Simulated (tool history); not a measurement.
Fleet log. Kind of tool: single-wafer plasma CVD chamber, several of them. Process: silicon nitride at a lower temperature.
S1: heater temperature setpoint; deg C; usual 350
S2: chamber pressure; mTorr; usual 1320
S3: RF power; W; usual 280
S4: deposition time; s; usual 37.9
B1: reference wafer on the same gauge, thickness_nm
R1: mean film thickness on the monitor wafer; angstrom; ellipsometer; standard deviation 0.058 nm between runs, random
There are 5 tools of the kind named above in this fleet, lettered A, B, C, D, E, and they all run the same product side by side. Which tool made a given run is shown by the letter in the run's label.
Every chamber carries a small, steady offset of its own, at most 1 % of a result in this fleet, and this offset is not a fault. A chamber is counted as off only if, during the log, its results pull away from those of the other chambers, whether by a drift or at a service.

run,hour,S1,S2,S3,S4,B1,R1
1A,3.9,350,1320,280,37.9,35.203,400.98
2C,12.0,350,1320,280,37.9,35.212,401.37
3B,17.9,350,1320,280,37.9,35.221,403.71
4E,23.8,350,1320,280,37.9,35.224,404.43
5D,31.7,350,1610,305,37.9,35.223,455.26
# hour 36.1: chamber A: RF generator calibrated
6D,37.0,350,1610,305,37.9,35.227,455.97
7C,42.6,350,1610,305,37.9,35.255,449.81
8B,49.1,350,1610,305,37.9,35.236,452.07
9A,55.6,350,1610,305,37.9,35.265,449.75
# hour 56.8: chamber B: RF generator calibrated
10E,60.7,350,1320,280,37.9,35.262,404.05
11B,65.7,350,1320,280,37.9,35.267,403.36
12E,72.2,350,1320,280,37.9,35.274,404.16
13A,77.6,350,1320,280,37.9,35.285,402.45
14C,85.3,350,1320,280,37.9,35.297,401.32
15D,89.1,350,1320,280,37.9,35.282,406.23
16B,97.8,350,1320,280,37.9,35.293,405.23
17A,104.7,350,1320,280,37.9,35.326,402.07
18D,109.1,350,1320,280,37.9,35.331,406.17
19C,115.8,350,1320,280,37.9,35.317,401.91
20E,120.1,350,1320,280,37.9,35.329,404.53
# hour 125.0: chamber C: RF generator calibrated
21D,128.3,350,1320,280,37.9,35.349,406.01
22C,134.4,350,1320,280,37.9,35.355,403.19
23A,141.7,350,1320,280,37.9,35.353,403.45
24E,148.3,350,1320,280,37.9,35.351,404.24
25B,156.2,350,1320,280,37.9,35.372,405.54
26C,164.0,350,1320,280,37.9,35.387,402.24
27B,168.1,350,1320,280,37.9,35.391,405.81
28A,172.1,350,1320,280,37.9,35.386,403.14
29D,177.7,350,1320,310,37.9,35.393,436.35
30E,185.6,350,1320,310,37.9,35.410,434.92

The same settings go to every chamber for the next run, one line per chamber below. Forecast the results for each:
31A,191.9,339,1320,280,37.9,,?
31B,191.9,339,1320,280,37.9,,?
31C,191.9,339,1320,280,37.9,,?
31D,191.9,339,1320,280,37.9,,?
31E,191.9,339,1320,280,37.9,,?

run,R1
31A,406.10
31B,406.33
31C,404.26
31D,406.92
31E,407.83
